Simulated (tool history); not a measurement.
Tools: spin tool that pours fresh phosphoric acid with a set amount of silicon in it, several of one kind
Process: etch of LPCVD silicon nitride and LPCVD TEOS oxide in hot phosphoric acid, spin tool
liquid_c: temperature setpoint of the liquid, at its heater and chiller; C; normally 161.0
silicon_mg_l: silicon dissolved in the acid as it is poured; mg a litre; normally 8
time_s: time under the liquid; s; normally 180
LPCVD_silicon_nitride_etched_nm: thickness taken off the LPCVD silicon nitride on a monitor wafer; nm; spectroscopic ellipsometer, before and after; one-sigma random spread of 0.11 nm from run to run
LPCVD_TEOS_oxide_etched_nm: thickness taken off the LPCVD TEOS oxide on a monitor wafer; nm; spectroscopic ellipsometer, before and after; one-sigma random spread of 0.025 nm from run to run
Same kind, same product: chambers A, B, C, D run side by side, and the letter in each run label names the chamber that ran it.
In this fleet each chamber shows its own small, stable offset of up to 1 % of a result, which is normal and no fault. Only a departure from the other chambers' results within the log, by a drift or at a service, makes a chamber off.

run   hour  liquid_c  silicon_mg_l  time_s  read-back film thickness of the LPCVD silicon nitride reference wafer, read on the same gauge (nm)  read-back film thickness of the LPCVD TEOS oxide reference wafer, read on the same gauge (nm)  LPCVD_silicon_nitride_etched_nm  LPCVD_TEOS_oxide_etched_nm
 1D    7.2     161.0             8     180                                                                                              149.98                                                                                         29.995                          16.8070                     0.67116
 2B   15.6     161.0             8     180                                                                                              149.97                                                                                         29.996                          16.5490                     0.66867
 3C   22.5     161.0             8     180                                                                                              150.00                                                                                         30.016                          16.7660                     0.64207
 4A   28.3     161.0             8     180                                                                                              149.99                                                                                         29.981                          16.7760                     0.68095
 5B   33.4     161.0             8     180                                                                                              150.02                                                                                         30.003                          16.6080                     0.61841
 6C   40.3     161.0             8     180                                                                                              150.02                                                                                         30.001                          16.6420                     0.63536
 7D   45.8     161.0             8     180                                                                                              150.00                                                                                         30.001                          16.8510                     0.68728
 8A   51.0     161.0             8     180                                                                                              149.99                                                                                         30.001                          16.5510                     0.66761
 9D   60.2     161.0             8     180                                                                                              149.98                                                                                         29.995                          16.8910                     0.66445
10C   67.1     161.0             8     180                                                                                              149.99                                                                                         30.021                          16.5360                     0.65919
      68.6  -- chamber B: thermometer replaced
11A   73.9     161.0             8     180                                                                                              150.02                                                                                         29.993                          16.7390                     0.65284
12B   81.4     161.0             8     180                                                                                              149.98                                                                                         29.981                          16.9170                     0.67629
13D   88.9     161.0             8     180                                                                                              150.00                                                                                         30.000                          16.7230                     0.65739
14C   95.9     161.0            14     140                                                                                              150.00                                                                                         29.990                          12.9980                     0.42596
15B  103.9     161.0            14     140                                                                                              149.98                                                                                         29.995                          13.0930                     0.43021
16A  113.0     161.0            14     140                                                                                              150.00                                                                                         30.005                          12.9600                     0.46916
17D  120.1     161.0            14     140                                                                                              149.99                                                                                         30.001                          13.1340                     0.40240
18A  130.9     161.0             8     180                                                                                              150.02                                                                                         30.018                          16.5400                     0.72194
19C  141.0     162.5             3     180                                                                                              150.02                                                                                         29.978                          17.4870                     0.80220
20B  152.0     162.5             3     180                                                                                              150.02                                                                                         29.982                          17.6950                     0.83455
21D  159.5     162.5             3     180                                                                                              149.96                                                                                         29.995                          17.7600                     0.82912
22B  168.3     162.5             3     180                                                                                              150.00                                                                                         29.980                          17.5610                     0.81644
23A  173.4     161.0             3     125                                                                                              150.01                                                                                         30.002                          11.6490                     0.50966
24C  184.8     161.0             3     125                                                                                              150.04                                                                                         29.995                          11.6680                     0.50147
25B  194.2     161.0             3     125                                                                                              149.98                                                                                         29.970                          11.6460                     0.51009
     195.9  -- chamber C: thermometer replaced
26C  199.3     161.0             3     125                                                                                              150.01                                                                                         30.005                          11.6030                     0.51396
27A  208.1     161.0             8     180                                                                                              150.06                                                                                         30.014                          16.7100                     0.69309
28D  213.9     161.0             8     180                                                                                              149.99                                                                                         30.028                          16.8250                     0.69242
29C  222.7     161.0             8     180                                                                                              149.97                                                                                         29.999                          16.5310                     0.63624
30D  232.8     161.0             8     180                                                                                              149.96                                                                                         30.012                          16.7740                     0.68355
31B  237.9     161.0             8     180                                                                                              150.01                                                                                         29.993                          16.5760                     0.67789
32A  243.9     161.0             8     180                                                                                              150.00                                                                                         29.991                          16.6230                     0.59851
33B  252.9     161.0             8     180                                                                                              150.00                                                                                         29.998                          16.9320                     0.69784
34D  261.5     161.0             8     180                                                                                              150.01                                                                                         30.017                          16.9770                     0.70730
35C  271.1     161.0             8     180                                                                                              149.98                                                                                         30.010                          16.6720                     0.67113

Predict what each chamber gives when all 4 of them run the settings below next.
36A  279.2     161.0             8      80                                                                                                                                                                                                                                   ?                           ?
36B  279.2     161.0             8      80                                                                                                                                                                                                                                   ?                           ?
36C  279.2     161.0             8      80                                                                                                                                                                                                                                   ?                           ?
36D  279.2     161.0             8      80                                                                                                                                                                                                                                   ?                           ?

run  LPCVD_silicon_nitride_etched_nm  LPCVD_TEOS_oxide_etched_nm
36A                           7.4190                     0.30225
36B                           7.4239                     0.26314
36C                           7.4505                     0.30205
36D                           7.4954                     0.31387
